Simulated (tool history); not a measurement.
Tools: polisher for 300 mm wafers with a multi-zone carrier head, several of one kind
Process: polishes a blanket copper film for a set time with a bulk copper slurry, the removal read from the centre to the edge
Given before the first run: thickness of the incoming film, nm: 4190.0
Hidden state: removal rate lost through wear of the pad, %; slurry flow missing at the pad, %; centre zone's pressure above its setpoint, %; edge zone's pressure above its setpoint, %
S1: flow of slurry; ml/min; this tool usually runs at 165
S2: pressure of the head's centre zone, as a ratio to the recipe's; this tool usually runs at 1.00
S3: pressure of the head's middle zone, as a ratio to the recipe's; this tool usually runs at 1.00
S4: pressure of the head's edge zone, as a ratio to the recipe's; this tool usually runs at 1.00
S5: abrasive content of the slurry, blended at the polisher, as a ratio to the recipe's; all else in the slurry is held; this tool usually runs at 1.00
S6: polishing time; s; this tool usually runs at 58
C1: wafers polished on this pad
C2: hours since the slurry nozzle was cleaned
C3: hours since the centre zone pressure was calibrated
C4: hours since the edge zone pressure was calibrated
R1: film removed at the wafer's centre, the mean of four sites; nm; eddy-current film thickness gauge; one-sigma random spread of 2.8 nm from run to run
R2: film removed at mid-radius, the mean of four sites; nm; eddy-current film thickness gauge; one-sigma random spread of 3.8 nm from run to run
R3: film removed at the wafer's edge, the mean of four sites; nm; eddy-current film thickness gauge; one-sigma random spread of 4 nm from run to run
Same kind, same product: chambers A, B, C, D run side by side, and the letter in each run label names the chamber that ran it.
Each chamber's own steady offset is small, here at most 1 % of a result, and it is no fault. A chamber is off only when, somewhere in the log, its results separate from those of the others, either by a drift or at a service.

run   hour   S1    S2    S3    S4    S5  S6    C1     C2     C3      C4      R1      R2      R3
 1A   11.6  165  1.00  1.00  1.00  1.00  58   565  257.1  243.7   721.6  266.08  276.11  264.96
 2C   21.1  165  1.00  1.00  1.00  1.00  58   564  460.0  121.6   303.4  265.32  273.06  267.74
      22.0  -- chamber B: slurry nozzle cleaned
 3D   35.9  165  1.00  1.00  1.00  1.00  58  1023  418.2  565.2   145.9  272.06  268.11  269.92
      39.5  -- chamber D: worn pad replaced by a new one
      39.8  -- chamber B: worn pad replaced by a new one
 4B   48.8  165  1.00  1.00  1.00  1.00  58   119   26.9  338.8   266.1  273.97  268.13  276.88
      56.8  -- chamber A: worn pad replaced by a new one
      57.7  -- chamber C: worn pad replaced by a new one
 5B   61.5  165  1.00  1.00  1.00  1.00  58   287   39.6  351.5   278.8  273.61  269.96  278.09
 6C   73.0  165  1.00  1.00  1.00  1.00  58   203  511.9  173.5   355.3  265.64  270.82  266.94
 7A   82.2  165  1.00  1.00  1.00  1.00  58   338  327.7  314.3   792.2  273.37  267.58  263.50
 8D   96.6  165  1.00  1.00  1.00  1.00  58   758  478.9  625.9   206.6  270.23  271.83  271.40
 9B  103.8  165  1.00  1.00  1.00  1.00  58   848   81.9  393.8   321.1  272.08  269.17  271.32
10A  112.8  165  1.00  1.00  1.00  1.00  58   743  358.3  344.9   822.8  270.31  270.04  268.96
     120.0  -- chamber D: worn pad replaced by a new one
11D  124.9  165  1.00  1.00  1.00  1.00  58    65  507.2  654.2   234.9  268.40  277.31  272.34
     127.5  -- chamber C: worn pad replaced by a new one
     127.5  -- chamber B: worn pad replaced by a new one
     134.9  -- chamber A: worn pad replaced by a new one
12C  135.0  165  1.10  1.00  1.00  1.00  42    99  573.9  235.5   417.3  215.55  199.49  193.13
13D  147.8  165  1.10  1.00  1.00  1.00  42   369  530.1  677.1   257.8  216.28  194.84  196.20
     149.2  -- chamber D: slurry nozzle cleaned
14B  162.8  165  1.10  1.00  1.00  1.00  42   469  140.9  452.8   380.1  218.91  196.55  191.38
15C  179.0  165  1.10  1.00  1.00  1.00  42   682  617.9  279.5   461.3  222.60  197.33  197.35
     180.2  -- chamber D: centre zone pressure recalibrated
16A  192.7  165  1.00  1.00  1.00  1.00  58   766  438.2  424.8   902.7  268.25  272.45  268.30
     194.9  -- chamber B: worn pad replaced by a new one
     197.4  -- chamber C: worn pad replaced by a new one
17D  205.3  165  1.09  0.89  1.00  1.00  58  1131   56.2   25.1   315.3  333.76  243.17  266.38
     208.0  -- chamber A: slurry nozzle cleaned
     212.6  -- chamber D: worn pad replaced by a new one
18B  219.3  165  1.09  0.89  1.00  1.00  58   323  197.4  509.3   436.6  300.93  246.18  276.44
19C  230.9  165  1.09  0.89  1.00  1.00  58   445  669.8  331.4   513.2  294.35  238.63  274.47
     240.3  -- chamber A: worn pad replaced by a new one
20A  242.7  165  1.09  0.89  1.00  1.00  58    32   34.7  474.8   952.7  299.16  245.91  272.78
21D  258.0  165  1.00  1.00  1.00  1.25  58   602  108.9   77.8   368.0  323.38  287.02  285.24
     270.0  -- chamber C: slurry nozzle cleaned
     273.6  -- chamber C: worn pad replaced by a new one
22A  274.1  165  1.00  1.00  1.00  1.25  58   449   66.1  506.2   984.1  291.05  280.34  288.48
     280.2  -- chamber B: worn pad replaced by a new one
23C  286.7  165  1.00  1.00  1.00  1.25  58   174   16.8  387.2   569.0  282.09  284.83  283.13
     292.9  -- chamber D: worn pad replaced by a new one
24B  299.7  165  1.00  1.00  1.00  1.25  58   258  277.8  589.7   517.0  280.10  287.43  288.61
25A  311.5  165  1.00  1.00  1.00  1.00  58   945  103.5  543.6  1021.5  272.35  270.30  263.01
26D  320.9  165  1.00  1.00  1.00  1.00  58   371  171.8  140.7   430.9  298.47  271.70  275.21
27C  331.8  165  1.00  1.00  1.00  1.00  58   772   61.9  432.3   614.1  273.34  271.68  273.86
     334.5  -- chamber A: worn pad replaced by a new one
28B  339.8  165  1.00  1.00  1.00  1.00  58   790  317.9  629.8   557.1  273.00  272.54  271.64
     349.5  -- chamber C: worn pad replaced by a new one
29D  349.7  165  1.00  1.00  1.05  1.00  58   753  200.6  169.5   459.7  301.69  273.94  279.40
30C  357.3  165  1.00  1.00  1.05  1.00  58   104   87.4  457.8   639.6  272.04  275.13  274.42
     366.6  -- chamber B: worn pad replaced by a new one
31B  369.9  165  1.00  1.00  1.05  1.00  58    44  348.0  659.9   587.2  276.46  273.78  276.97
32A  381.1  165  1.00  1.00  1.05  1.00  58   618  173.1  613.2  1091.1  268.08  269.33  288.55

Which is it: a chamber that has drifted or been left off by a service, a gauge drift common to all chambers, or only each chamber's usual small offset? If a chamber is off, name it and its likeliest cause.

A service left chamber D off against the others.
Cause: centre zone's pressure above its setpoint, % = 11.4.

Chamber D could run next with any of the 4 candidate recipes listed below; each alters the usual settings, and their results appear as question marks. Which one brings its results back in line with what the other chambers deliver on the usual settings?
To be in line, a result may differ from the other chambers' mean on the usual settings by at most: R1 9.70 nm; R2 13.00 nm; R3 14.00 nm
33D-1  392.8  150  0.84  1.02  1.07  1.00  58                   ?   ?   ?
33D-2  392.8  175  1.10  0.99  0.96  1.00  58                   ?   ?   ?
33D-3  392.8  180  1.17  0.98  0.93  1.00  59                   ?   ?   ?
33D-4  392.8  155  0.90  1.01  1.04  1.00  58                   ?   ?   ?

Other chambers, usual settings, mean: R1 270.75 nm; R2 270.36 nm; R3 270.88 nm
  run      R1      R2      R3
33D-1  248.61  271.47  279.03
33D-2  344.69  271.04  268.94
33D-3  376.74  274.31  270.13
33D-4  270.24  270.59  276.07
Change 33D-4 lands the chamber within the allowed miss of the other chambers.
